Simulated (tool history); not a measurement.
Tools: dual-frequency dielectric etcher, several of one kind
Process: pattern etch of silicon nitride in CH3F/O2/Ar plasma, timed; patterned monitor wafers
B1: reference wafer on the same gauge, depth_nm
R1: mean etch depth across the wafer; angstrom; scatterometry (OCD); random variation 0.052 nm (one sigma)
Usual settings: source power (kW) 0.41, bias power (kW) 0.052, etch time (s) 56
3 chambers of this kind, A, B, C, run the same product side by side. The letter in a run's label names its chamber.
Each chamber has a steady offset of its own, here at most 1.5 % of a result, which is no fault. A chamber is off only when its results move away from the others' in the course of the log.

{"hour": 2.4, "done": "chamber A: wet clean of the chamber"}
{"run": "1A", "hour": 12.0, "source power (kW)": 0.41, "bias power (kW)": 0.052, "etch time (s)": 56, "B1": 32.905, "R1": 355.19}
{"run": "2C", "hour": 20.3, "source power (kW)": 0.41, "bias power (kW)": 0.052, "etch time (s)": 56, "B1": 32.899, "R1": 350.69}
{"run": "3B", "hour": 26.4, "source power (kW)": 0.41, "bias power (kW)": 0.052, "etch time (s)": 56, "B1": 32.881, "R1": 358.48}
{"hour": 28.7, "done": "chamber B: wet clean of the chamber"}
{"run": "4A", "hour": 39.9, "source power (kW)": 0.41, "bias power (kW)": 0.052, "etch time (s)": 56, "B1": 32.872, "R1": 355.2}
{"run": "5B", "hour": 47.3, "source power (kW)": 0.41, "bias power (kW)": 0.052, "etch time (s)": 56, "B1": 32.876, "R1": 359.03}
{"run": "6C", "hour": 54.1, "source power (kW)": 0.41, "bias power (kW)": 0.052, "etch time (s)": 56, "B1": 32.886, "R1": 351.52}
{"run": "7A", "hour": 60.2, "source power (kW)": 0.41, "bias power (kW)": 0.063, "etch time (s)": 67.5, "B1": 32.871, "R1": 455.71}
{"run": "8B", "hour": 66.7, "source power (kW)": 0.41, "bias power (kW)": 0.063, "etch time (s)": 67.5, "B1": 32.863, "R1": 461.27}
{"run": "9C", "hour": 78.3, "source power (kW)": 0.41, "bias power (kW)": 0.063, "etch time (s)": 67.5, "B1": 32.869, "R1": 450.14}
{"run": "10B", "hour": 89.6, "source power (kW)": 0.41, "bias power (kW)": 0.052, "etch time (s)": 56, "B1": 32.855, "R1": 358.92}
{"run": "11A", "hour": 96.0, "source power (kW)": 0.41, "bias power (kW)": 0.052, "etch time (s)": 56, "B1": 32.859, "R1": 355.35}
{"run": "12C", "hour": 102.7, "source power (kW)": 0.46, "bias power (kW)": 0.052, "etch time (s)": 62, "B1": 32.858, "R1": 406.51}
{"run": "13A", "hour": 112.8, "source power (kW)": 0.46, "bias power (kW)": 0.052, "etch time (s)": 62, "B1": 32.841, "R1": 411.07}
{"run": "14B", "hour": 123.2, "source power (kW)": 0.46, "bias power (kW)": 0.052, "etch time (s)": 62, "B1": 32.843, "R1": 416.31}
{"run": "15C", "hour": 131.6, "source power (kW)": 0.41, "bias power (kW)": 0.052, "etch time (s)": 56, "B1": 32.834, "R1": 350.86}
{"run": "16A", "hour": 140.3, "source power (kW)": 0.41, "bias power (kW)": 0.052, "etch time (s)": 56, "B1": 32.824, "R1": 354.87}
{"run": "17B", "hour": 148.2, "source power (kW)": 0.41, "bias power (kW)": 0.052, "etch time (s)": 56, "B1": 32.823, "R1": 359.1}
{"run": "18C", "hour": 159.8, "source power (kW)": 0.41, "bias power (kW)": 0.052, "etch time (s)": 56, "B1": 32.819, "R1": 351.03}
{"hour": 163.5, "done": "chamber C: wet clean of the chamber"}
{"run": "19C", "hour": 170.3, "source power (kW)": 0.41, "bias power (kW)": 0.052, "etch time (s)": 56, "B1": 32.824, "R1": 350.59}
{"run": "20B", "hour": 178.6, "source power (kW)": 0.41, "bias power (kW)": 0.052, "etch time (s)": 56, "B1": 32.825, "R1": 358.86}
{"run": "21A", "hour": 186.4, "source power (kW)": 0.41, "bias power (kW)": 0.052, "etch time (s)": 56, "B1": 32.826, "R1": 355.1}
{"run": "22B", "hour": 195.0, "source power (kW)": 0.41, "bias power (kW)": 0.052, "etch time (s)": 56, "B1": 32.801, "R1": 359.22}
{"run": "23A", "hour": 205.8, "source power (kW)": 0.41, "bias power (kW)": 0.052, "etch time (s)": 56, "B1": 32.797, "R1": 355.2}
{"run": "24C", "hour": 213.3, "source power (kW)": 0.41, "bias power (kW)": 0.052, "etch time (s)": 56, "B1": 32.798, "R1": 349.45}
{"run": "25B", "hour": 219.9, "source power (kW)": 0.41, "bias power (kW)": 0.046, "etch time (s)": 56, "B1": 32.785, "R1": 345.45}
{"run": "26C", "hour": 228.2, "source power (kW)": 0.41, "bias power (kW)": 0.046, "etch time (s)": 56, "B1": 32.803, "R1": 337.68}
{"run": "27A", "hour": 241.0, "source power (kW)": 0.41, "bias power (kW)": 0.046, "etch time (s)": 56, "B1": 32.782, "R1": 341.12}
{"run": "28B", "hour": 251.1, "source power (kW)": 0.41, "bias power (kW)": 0.052, "etch time (s)": 56, "B1": 32.778, "R1": 358.32}
{"run": "29C", "hour": 262.7, "source power (kW)": 0.41, "bias power (kW)": 0.052, "etch time (s)": 56, "B1": 32.774, "R1": 349.37}
{"run": "30A", "hour": 270.2, "source power (kW)": 0.41, "bias power (kW)": 0.052, "etch time (s)": 56, "B1": 32.776, "R1": 354.83}
{"run": "31A", "hour": 280.9, "source power (kW)": 0.41, "bias power (kW)": 0.052, "etch time (s)": 56, "B1": 32.773, "R1": 355.14}
{"run": "32B", "hour": 294.2, "source power (kW)": 0.41, "bias power (kW)": 0.052, "etch time (s)": 56, "B1": 32.765, "R1": 358.78}
{"run": "33C", "hour": 302.6, "source power (kW)": 0.45, "bias power (kW)": 0.052, "etch time (s)": 50, "B1": 32.767, "R1": 323.57}
{"run": "34B", "hour": 312.4, "source power (kW)": 0.45, "bias power (kW)": 0.052, "etch time (s)": 50, "B1": 32.756, "R1": 331.52}
{"run": "35A", "hour": 320.2, "source power (kW)": 0.45, "bias power (kW)": 0.052, "etch time (s)": 50, "B1": 32.741, "R1": 327.59}
{"hour": 325.9, "done": "chamber A: wet clean of the chamber"}
{"run": "36C", "hour": 329.9, "source power (kW)": 0.41, "bias power (kW)": 0.052, "etch time (s)": 56, "B1": 32.756, "R1": 350.18}
{"run": "37B", "hour": 342.4, "source power (kW)": 0.41, "bias power (kW)": 0.052, "etch time (s)": 56, "B1": 32.749, "R1": 358.16}
{"run": "38C", "hour": 354.5, "source power (kW)": 0.41, "bias power (kW)": 0.061, "etch time (s)": 63.5, "B1": 32.733, "R1": 417.3}
{"run": "39A", "hour": 366.9, "source power (kW)": 0.41, "bias power (kW)": 0.061, "etch time (s)": 63.5, "B1": 32.722, "R1": 420.66}
{"run": "40A", "hour": 376.2, "source power (kW)": 0.41, "bias power (kW)": 0.061, "etch time (s)": 63.5, "B1": 32.723, "R1": 422.64}
{"hour": 381.2, "done": "chamber C: source power generator calibrated"}
{"run": "41C", "hour": 389.5, "source power (kW)": 0.41, "bias power (kW)": 0.052, "etch time (s)": 56, "B1": 32.715, "R1": 349.62}
{"run": "42B", "hour": 398.6, "source power (kW)": 0.41, "bias power (kW)": 0.052, "etch time (s)": 56, "B1": 32.717, "R1": 356.97}
{"run": "43C", "hour": 404.8, "source power (kW)": 0.41, "bias power (kW)": 0.052, "etch time (s)": 56, "B1": 32.703, "R1": 349.87}
{"run": "44A", "hour": 412.8, "source power (kW)": 0.41, "bias power (kW)": 0.052, "etch time (s)": 56, "B1": 32.706, "R1": 353.16}

What goes on in this fleet: one chamber off, a drifting gauge, or nothing beyond the chambers' own small offsets? Name the chamber and the cause, if any.

The gauge drifts, so all chambers seem to drift together. No chamber is off.
Cause: gauge reads low (%) = 0.599.

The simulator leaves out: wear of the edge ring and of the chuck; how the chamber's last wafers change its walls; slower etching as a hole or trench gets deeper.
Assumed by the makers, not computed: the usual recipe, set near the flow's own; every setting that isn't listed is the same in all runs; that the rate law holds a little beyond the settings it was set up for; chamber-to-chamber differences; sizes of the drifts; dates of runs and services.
